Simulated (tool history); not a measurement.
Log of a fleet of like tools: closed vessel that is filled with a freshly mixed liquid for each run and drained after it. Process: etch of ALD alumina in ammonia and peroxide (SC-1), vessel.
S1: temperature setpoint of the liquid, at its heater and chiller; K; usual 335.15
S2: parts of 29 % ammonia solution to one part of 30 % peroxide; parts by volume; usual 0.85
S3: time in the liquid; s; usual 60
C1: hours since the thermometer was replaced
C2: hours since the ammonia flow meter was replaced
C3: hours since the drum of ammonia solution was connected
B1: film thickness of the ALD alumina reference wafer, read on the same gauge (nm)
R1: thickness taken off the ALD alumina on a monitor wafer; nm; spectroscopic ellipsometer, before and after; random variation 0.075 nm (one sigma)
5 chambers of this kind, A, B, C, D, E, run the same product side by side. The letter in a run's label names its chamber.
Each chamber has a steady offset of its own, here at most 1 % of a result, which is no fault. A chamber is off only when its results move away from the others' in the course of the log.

run 1E hour=4.5 | S1=335.15 S2=0.85 S3=60 | C1=710.4 C2=627.5 C3=367.9 | B1=110.00 | R1=8.0319
run 2C hour=11.3 | S1=335.15 S2=0.85 S3=60 | C1=344.5 C2=651.8 C3=255.0 | B1=110.00 | R1=8.0666
run 3B hour=17.2 | S1=335.15 S2=0.85 S3=60 | C1=860.6 C2=813.7 C3=275.4 | B1=109.99 | R1=7.9707
run 4D hour=24.5 | S1=335.15 S2=0.85 S3=60 | C1=334.3 C2=1281.0 C3=415.2 | B1=110.01 | R1=7.9118
-- hour=26.1 chamber B: thermometer replaced
run 5A hour=30.5 | S1=335.15 S2=0.85 S3=60 | C1=2449.5 C2=71.8 C3=207.9 | B1=110.00 | R1=7.9596
-- hour=36.5 chamber C: ammonia flow meter replaced
run 6E hour=37.3 | S1=335.15 S2=0.85 S3=60 | C1=743.2 C2=660.3 C3=400.7 | B1=110.00 | R1=7.9148
run 7B hour=44.1 | S1=335.15 S2=0.85 S3=60 | C1=18.0 C2=840.6 C3=302.3 | B1=110.01 | R1=8.0224
run 8C hour=49.5 | S1=335.15 S2=0.85 S3=60 | C1=382.7 C2=13.0 C3=293.2 | B1=109.99 | R1=7.8285
-- hour=52.7 chamber A: thermometer replaced
run 9A hour=55.1 | S1=335.15 S2=0.85 S3=60 | C1=2.4 C2=96.4 C3=232.5 | B1=110.00 | R1=7.8455
-- hour=58.8 chamber A: new drum of ammonia solution connected
run 10D hour=59.2 | S1=335.15 S2=0.85 S3=60 | C1=369.0 C2=1315.7 C3=449.9 | B1=109.99 | R1=7.9123
run 11A hour=62.9 | S1=335.15 S2=0.85 S3=60 | C1=10.2 C2=104.2 C3=4.2 | B1=109.99 | R1=7.9047
run 12D hour=69.2 | S1=335.15 S2=0.85 S3=60 | C1=379.0 C2=1325.7 C3=459.9 | B1=110.01 | R1=7.8753
run 13E hour=73.3 | S1=335.15 S2=0.85 S3=60 | C1=779.2 C2=696.3 C3=436.7 | B1=110.02 | R1=8.1635
run 14B hour=77.6 | S1=335.15 S2=0.85 S3=60 | C1=51.5 C2=874.1 C3=335.8 | B1=109.98 | R1=7.9373
run 15C hour=81.4 | S1=335.15 S2=0.85 S3=60 | C1=414.6 C2=44.9 C3=325.1 | B1=110.01 | R1=7.8562
run 16D hour=88.2 | S1=335.15 S2=0.85 S3=60 | C1=398.0 C2=1344.7 C3=478.9 | B1=110.00 | R1=7.8943
run 17A hour=92.3 | S1=335.15 S2=0.85 S3=60 | C1=39.6 C2=133.6 C3=33.6 | B1=109.99 | R1=7.9298
run 18B hour=98.5 | S1=335.15 S2=0.85 S3=60 | C1=72.4 C2=895.0 C3=356.7 | B1=110.02 | R1=7.9101
-- hour=100.8 chamber B: new drum of ammonia solution connected
run 19C hour=102.2 | S1=335.15 S2=0.85 S3=60 | C1=435.4 C2=65.7 C3=345.9 | B1=110.02 | R1=7.7589
run 20E hour=106.6 | S1=335.15 S2=0.85 S3=60 | C1=812.5 C2=729.6 C3=470.0 | B1=110.00 | R1=8.0773
run 21B hour=113.2 | S1=335.15 S2=0.85 S3=60 | C1=87.1 C2=909.7 C3=12.5 | B1=110.00 | R1=8.0963
run 22A hour=120.1 | S1=335.15 S2=0.85 S3=60 | C1=67.4 C2=161.4 C3=61.4 | B1=109.99 | R1=8.0715
run 23D hour=126.7 | S1=335.15 S2=0.85 S3=60 | C1=436.5 C2=1383.2 C3=517.4 | B1=110.00 | R1=7.9372
run 24E hour=131.1 | S1=335.15 S2=0.85 S3=60 | C1=837.0 C2=754.1 C3=494.5 | B1=110.00 | R1=7.8920
run 25C hour=134.6 | S1=335.15 S2=0.85 S3=60 | C1=467.8 C2=98.1 C3=378.3 | B1=110.01 | R1=7.6172
run 26D hour=138.6 | S1=335.15 S2=0.85 S3=60 | C1=448.4 C2=1395.1 C3=529.3 | B1=110.00 | R1=7.9083
run 27B hour=143.2 | S1=335.15 S2=0.85 S3=60 | C1=117.1 C2=939.7 C3=42.5 | B1=110.01 | R1=7.9893
run 28C hour=146.8 | S1=335.15 S2=0.85 S3=60 | C1=480.0 C2=110.3 C3=390.5 | B1=110.00 | R1=7.6363
run 29A hour=150.9 | S1=335.15 S2=0.85 S3=60 | C1=98.2 C2=192.2 C3=92.2 | B1=109.99 | R1=7.9927
run 30E hour=156.1 | S1=335.15 S2=0.85 S3=60 | C1=862.0 C2=779.1 C3=519.5 | B1=110.02 | R1=8.0146
run 31A hour=161.1 | S1=335.15 S2=0.85 S3=60 | C1=108.4 C2=202.4 C3=102.4 | B1=110.00 | R1=7.8787
-- hour=161.2 chamber E: new drum of ammonia solution connected
run 32D hour=166.0 | S1=335.15 S2=0.85 S3=60 | C1=475.8 C2=1422.5 C3=556.7 | B1=109.99 | R1=7.9744
run 33C hour=171.4 | S1=335.15 S2=0.85 S3=60 | C1=504.6 C2=134.9 C3=415.1 | B1=110.02 | R1=7.6284
run 34E hour=178.2 | S1=335.15 S2=0.85 S3=60 | C1=884.1 C2=801.2 C3=17.1 | B1=110.01 | R1=7.9903
run 35B hour=184.5 | S1=335.15 S2=0.85 S3=60 | C1=158.4 C2=981.0 C3=83.8 | B1=110.00 | R1=8.0128

Next, every chamber runs the same settings. What will each give?
run 36A hour=189.8 | S1=335.15 S2=0.85 S3=60 | R1=?
run 36B hour=189.8 | S1=335.15 S2=0.85 S3=60 | R1=?
run 36C hour=189.8 | S1=335.15 S2=0.85 S3=60 | R1=?
run 36D hour=189.8 | S1=335.15 S2=0.85 S3=60 | R1=?
run 36E hour=189.8 | S1=335.15 S2=0.85 S3=60 | R1=?

run=36A R1=7.9135
run=36B R1=8.1372
run=36C R1=7.5151
run=36D R1=7.9462
run=36E R1=7.9874
